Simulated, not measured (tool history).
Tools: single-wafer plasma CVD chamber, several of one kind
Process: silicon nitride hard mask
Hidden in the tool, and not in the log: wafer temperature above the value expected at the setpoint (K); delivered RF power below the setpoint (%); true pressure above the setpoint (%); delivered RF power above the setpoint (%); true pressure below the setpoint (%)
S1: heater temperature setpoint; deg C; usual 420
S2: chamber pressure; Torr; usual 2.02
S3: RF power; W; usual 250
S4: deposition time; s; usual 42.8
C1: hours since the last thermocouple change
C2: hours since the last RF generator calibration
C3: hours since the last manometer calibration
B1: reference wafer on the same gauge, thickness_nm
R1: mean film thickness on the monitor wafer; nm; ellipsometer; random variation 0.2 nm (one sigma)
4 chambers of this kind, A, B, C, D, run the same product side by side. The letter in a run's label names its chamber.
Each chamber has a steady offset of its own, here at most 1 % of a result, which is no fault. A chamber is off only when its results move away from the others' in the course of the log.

Run 1C, day 0.408: usual settings; C1 1102.6; C2 1060.5; C3 1429.2; B1 38.399. Result: R1 45.833 nm.
Run 2D, day 0.933: usual settings; C1 749.8; C2 375.4; C3 869.9; B1 38.377. Result: R1 46.359 nm.
Run 3B, day 1.325: usual settings; C1 1216; C2 1005.6; C3 431.7; B1 38.418. Result: R1 46.183 nm.
Run 4A, day 1.696: usual settings; C1 893.3; C2 248.3; C3 1399.7; B1 38.383. Result: R1 46.01 nm.
At day 2.1: chamber C: RF generator calibrated.
Run 5D, day 2.283: usual settings but S2 1.55 Torr; C1 782.2; C2 407.8; C3 902.3; B1 38.436. Result: R1 42.569 nm.
Run 6A, day 2.779: usual settings but S2 1.55 Torr; C1 919.3; C2 274.3; C3 1425.7; B1 38.385. Result: R1 42.492 nm.
Run 7C, day 3.262: usual settings but S2 1.55 Torr; C1 1171.1; C2 27.9; C3 1497.7; B1 38.419. Result: R1 42.407 nm.
Run 8B, day 3.746: usual settings but S2 1.55 Torr; C1 1274.1; C2 1063.7; C3 489.8; B1 38.402. Result: R1 42.795 nm.
Run 9A, day 4.125: usual settings; C1 951.6; C2 306.6; C3 1458; B1 38.408. Result: R1 46.166 nm.
Run 10D, day 4.575: usual settings; C1 837.2; C2 462.8; C3 957.3; B1 38.421. Result: R1 46.348 nm.
Run 11B, day 5.054: usual settings; C1 1305.5; C2 1095.1; C3 521.2; B1 38.401. Result: R1 46.206 nm.
Run 12C, day 5.629: usual settings; C1 1227.9; C2 84.7; C3 1554.5; B1 38.414. Result: R1 46.207 nm.
Run 13C, day 5.9: usual settings; C1 1234.4; C2 91.2; C3 1561; B1 38.411. Result: R1 45.774 nm.
Run 14A, day 6.275: usual settings; C1 1003.2; C2 358.2; C3 1509.6; B1 38.405. Result: R1 45.632 nm.
Run 15B, day 6.858: usual settings; C1 1348.8; C2 1138.4; C3 564.5; B1 38.402. Result: R1 46.068 nm.
Run 16D, day 7.379: usual settings; C1 904.5; C2 530.1; C3 1024.6; B1 38.415. Result: R1 45.928 nm.
Run 17D, day 8: usual settings; C1 919.4; C2 545; C3 1039.5; B1 38.382. Result: R1 45.925 nm.
Run 18B, day 8.288: usual settings; C1 1383.1; C2 1172.7; C3 598.8; B1 38.404. Result: R1 46.349 nm.
At day 8.408: chamber A: capacitance manometer re-zeroed and calibrated.
Run 19C, day 8.658: usual settings; C1 1300.6; C2 157.4; C3 1627.2; B1 38.42. Result: R1 45.931 nm.
At day 8.967: chamber D: capacitance manometer re-zeroed and calibrated.
Run 20A, day 9.138: usual settings; C1 1071.9; C2 426.9; C3 17.5; B1 38.395. Result: R1 45.762 nm.
Run 21D, day 9.671: usual settings; C1 959.5; C2 585.1; C3 17; B1 38.422. Result: R1 45.973 nm.
Run 22A, day 9.958: usual settings; C1 1091.6; C2 446.6; C3 37.2; B1 38.416. Result: R1 45.743 nm.
Run 23C, day 10.267: usual settings; C1 1339.2; C2 196; C3 1665.8; B1 38.4. Result: R1 45.941 nm.
Run 24B, day 10.6: usual settings; C1 1438.6; C2 1228.2; C3 654.3; B1 38.358. Result: R1 46.176 nm.
Run 25C, day 11.138: usual settings; C1 1360.1; C2 216.9; C3 1686.7; B1 38.368. Result: R1 45.867 nm.
Run 26A, day 11.508: usual settings; C1 1128.8; C2 483.8; C3 74.4; B1 38.407. Result: R1 45.762 nm.
Run 27D, day 11.829: usual settings; C1 1011.3; C2 636.9; C3 68.8; B1 38.362. Result: R1 45.345 nm.
Run 28B, day 12.362: usual settings; C1 1480.9; C2 1270.5; C3 696.6; B1 38.399. Result: R1 46.405 nm.
At day 12.388: chamber B: thermocouple changed; heater temperature recalibrated.
Run 29C, day 12.633: usual settings; C1 1396; C2 252.8; C3 1722.6; B1 38.443. Result: R1 45.715 nm.
Run 30D, day 13.238: usual settings; C1 1045.1; C2 670.7; C3 102.6; B1 38.4. Result: R1 45.118 nm.
Run 31B, day 13.608: usual settings; C1 29.4; C2 1300.4; C3 726.5; B1 38.376. Result: R1 45.677 nm.
Run 32A, day 13.908: usual settings; C1 1186.4; C2 541.4; C3 132; B1 38.388. Result: R1 46.209 nm.
Run 33B, day 14.483: usual settings; C1 50.4; C2 1321.4; C3 747.5; B1 38.403. Result: R1 46.301 nm.
Run 34A, day 14.992: usual settings; C1 1212.4; C2 567.4; C3 158; B1 38.455. Result: R1 45.873 nm.
Run 35C, day 15.467: usual settings; C1 1464; C2 320.8; C3 1790.6; B1 38.361. Result: R1 45.999 nm.
Run 36D, day 15.808: usual settings; C1 1106.8; C2 732.4; C3 164.3; B1 38.431. Result: R1 44.559 nm.
Run 37D, day 16.1: usual settings; C1 1113.8; C2 739.4; C3 171.3; B1 38.409. Result: R1 44.55 nm.
Run 38A, day 16.592: usual settings; C1 1250.8; C2 605.8; C3 196.4; B1 38.372. Result: R1 45.896 nm.

Next, every chamber runs the same settings. What will each give?
Run 39A, day 17.038: usual settings but S2 1.8 Torr. Result: R1 ?.
Run 39B, day 17.038: usual settings but S2 1.8 Torr. Result: R1 ?.
Run 39C, day 17.038: usual settings but S2 1.8 Torr. Result: R1 ?.
Run 39D, day 17.038: usual settings but S2 1.8 Torr. Result: R1 ?.

run      R1
39A  44.521
39B  44.711
39C  44.386
39D  42.824

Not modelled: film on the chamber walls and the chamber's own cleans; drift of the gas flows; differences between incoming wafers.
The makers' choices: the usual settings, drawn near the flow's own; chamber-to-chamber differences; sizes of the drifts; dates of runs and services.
